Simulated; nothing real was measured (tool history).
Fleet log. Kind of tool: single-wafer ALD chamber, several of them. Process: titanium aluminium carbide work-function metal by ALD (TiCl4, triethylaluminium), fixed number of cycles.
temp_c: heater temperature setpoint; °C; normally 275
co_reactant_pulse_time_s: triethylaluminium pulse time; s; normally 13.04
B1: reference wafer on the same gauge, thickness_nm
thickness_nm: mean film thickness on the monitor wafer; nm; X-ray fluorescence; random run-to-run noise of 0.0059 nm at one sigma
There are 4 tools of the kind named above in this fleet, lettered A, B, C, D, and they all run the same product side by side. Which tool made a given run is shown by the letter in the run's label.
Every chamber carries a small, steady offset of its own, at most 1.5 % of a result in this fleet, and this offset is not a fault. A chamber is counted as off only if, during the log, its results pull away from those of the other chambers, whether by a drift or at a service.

run 1A hour=8 | temp_c=275 co_reactant_pulse_time_s=13.04 | B1=1.55 | thickness_nm=1.8316
run 2D hour=17.2 | temp_c=275 co_reactant_pulse_time_s=13.04 | B1=1.5509 | thickness_nm=1.8233
run 3B hour=24.7 | temp_c=275 co_reactant_pulse_time_s=13.04 | B1=1.5504 | thickness_nm=1.804
run 4C hour=32.2 | temp_c=275 co_reactant_pulse_time_s=13.04 | B1=1.5499 | thickness_nm=1.8447
run 5B hour=41 | temp_c=275 co_reactant_pulse_time_s=13.04 | B1=1.552 | thickness_nm=1.7947
run 6D hour=51.7 | temp_c=275 co_reactant_pulse_time_s=13.04 | B1=1.5509 | thickness_nm=1.8341
run 7C hour=62.4 | temp_c=275 co_reactant_pulse_time_s=13.04 | B1=1.5502 | thickness_nm=1.8416
run 8A hour=69.3 | temp_c=275 co_reactant_pulse_time_s=13.04 | B1=1.5503 | thickness_nm=1.8374
run 9B hour=80.9 | temp_c=275 co_reactant_pulse_time_s=13.04 | B1=1.5496 | thickness_nm=1.8048
run 10A hour=91 | temp_c=275 co_reactant_pulse_time_s=13.04 | B1=1.5509 | thickness_nm=1.8332
-- hour=91.5 chamber A: thermocouple changed; heater temperature recalibrated
run 11C hour=103.3 | temp_c=275 co_reactant_pulse_time_s=13.04 | B1=1.5492 | thickness_nm=1.8443
run 12D hour=116.8 | temp_c=275 co_reactant_pulse_time_s=13.04 | B1=1.5496 | thickness_nm=1.8318
-- hour=125 chamber D: triethylaluminium bottle replaced
run 13D hour=127.6 | temp_c=275 co_reactant_pulse_time_s=13.04 | B1=1.5493 | thickness_nm=1.8338
run 14A hour=135.5 | temp_c=275 co_reactant_pulse_time_s=13.04 | B1=1.549 | thickness_nm=1.8287
run 15B hour=142.6 | temp_c=275 co_reactant_pulse_time_s=13.04 | B1=1.5495 | thickness_nm=1.8012
run 16C hour=149.4 | temp_c=275 co_reactant_pulse_time_s=13.04 | B1=1.5488 | thickness_nm=1.8422
run 17C hour=156.2 | temp_c=275 co_reactant_pulse_time_s=13.04 | B1=1.5505 | thickness_nm=1.8438
run 18A hour=167.4 | temp_c=275 co_reactant_pulse_time_s=13.04 | B1=1.5501 | thickness_nm=1.8405
run 19B hour=180.4 | temp_c=275 co_reactant_pulse_time_s=13.04 | B1=1.55 | thickness_nm=1.7978
run 20D hour=194.2 | temp_c=267 co_reactant_pulse_time_s=17.21 | B1=1.5505 | thickness_nm=1.767
-- hour=202.3 chamber A: triethylaluminium bottle replaced
run 21D hour=207.5 | temp_c=267 co_reactant_pulse_time_s=17.21 | B1=1.5504 | thickness_nm=1.7785
run 22A hour=218 | temp_c=267 co_reactant_pulse_time_s=17.21 | B1=1.5496 | thickness_nm=1.7753
run 23C hour=229.4 | temp_c=267 co_reactant_pulse_time_s=17.21 | B1=1.5495 | thickness_nm=1.7894
run 24B hour=240.2 | temp_c=275 co_reactant_pulse_time_s=13.04 | B1=1.5498 | thickness_nm=1.7923
run 25D hour=249.8 | temp_c=275 co_reactant_pulse_time_s=13.04 | B1=1.5505 | thickness_nm=1.8409
-- hour=257.2 chamber B: thermocouple changed; heater temperature recalibrated
run 26C hour=259.2 | temp_c=275 co_reactant_pulse_time_s=13.04 | B1=1.5495 | thickness_nm=1.8519
run 27A hour=272 | temp_c=267 co_reactant_pulse_time_s=9.03 | B1=1.5508 | thickness_nm=1.7124
run 28B hour=284.9 | temp_c=267 co_reactant_pulse_time_s=9.03 | B1=1.5497 | thickness_nm=1.6832
run 29A hour=295.8 | temp_c=267 co_reactant_pulse_time_s=9.03 | B1=1.5505 | thickness_nm=1.7069
run 30C hour=306.6 | temp_c=267 co_reactant_pulse_time_s=9.03 | B1=1.5504 | thickness_nm=1.7092

Predict what each chamber gives when all 4 of them run the settings below next.
run 31A hour=316.5 | temp_c=275 co_reactant_pulse_time_s=13.04 | thickness_nm=?
run 31B hour=316.5 | temp_c=275 co_reactant_pulse_time_s=13.04 | thickness_nm=?
run 31C hour=316.5 | temp_c=275 co_reactant_pulse_time_s=13.04 | thickness_nm=?
run 31D hour=316.5 | temp_c=275 co_reactant_pulse_time_s=13.04 | thickness_nm=?

run=31A thickness_nm=1.8302
run=31B thickness_nm=1.8074
run=31C thickness_nm=1.8471
run=31D thickness_nm=1.8293

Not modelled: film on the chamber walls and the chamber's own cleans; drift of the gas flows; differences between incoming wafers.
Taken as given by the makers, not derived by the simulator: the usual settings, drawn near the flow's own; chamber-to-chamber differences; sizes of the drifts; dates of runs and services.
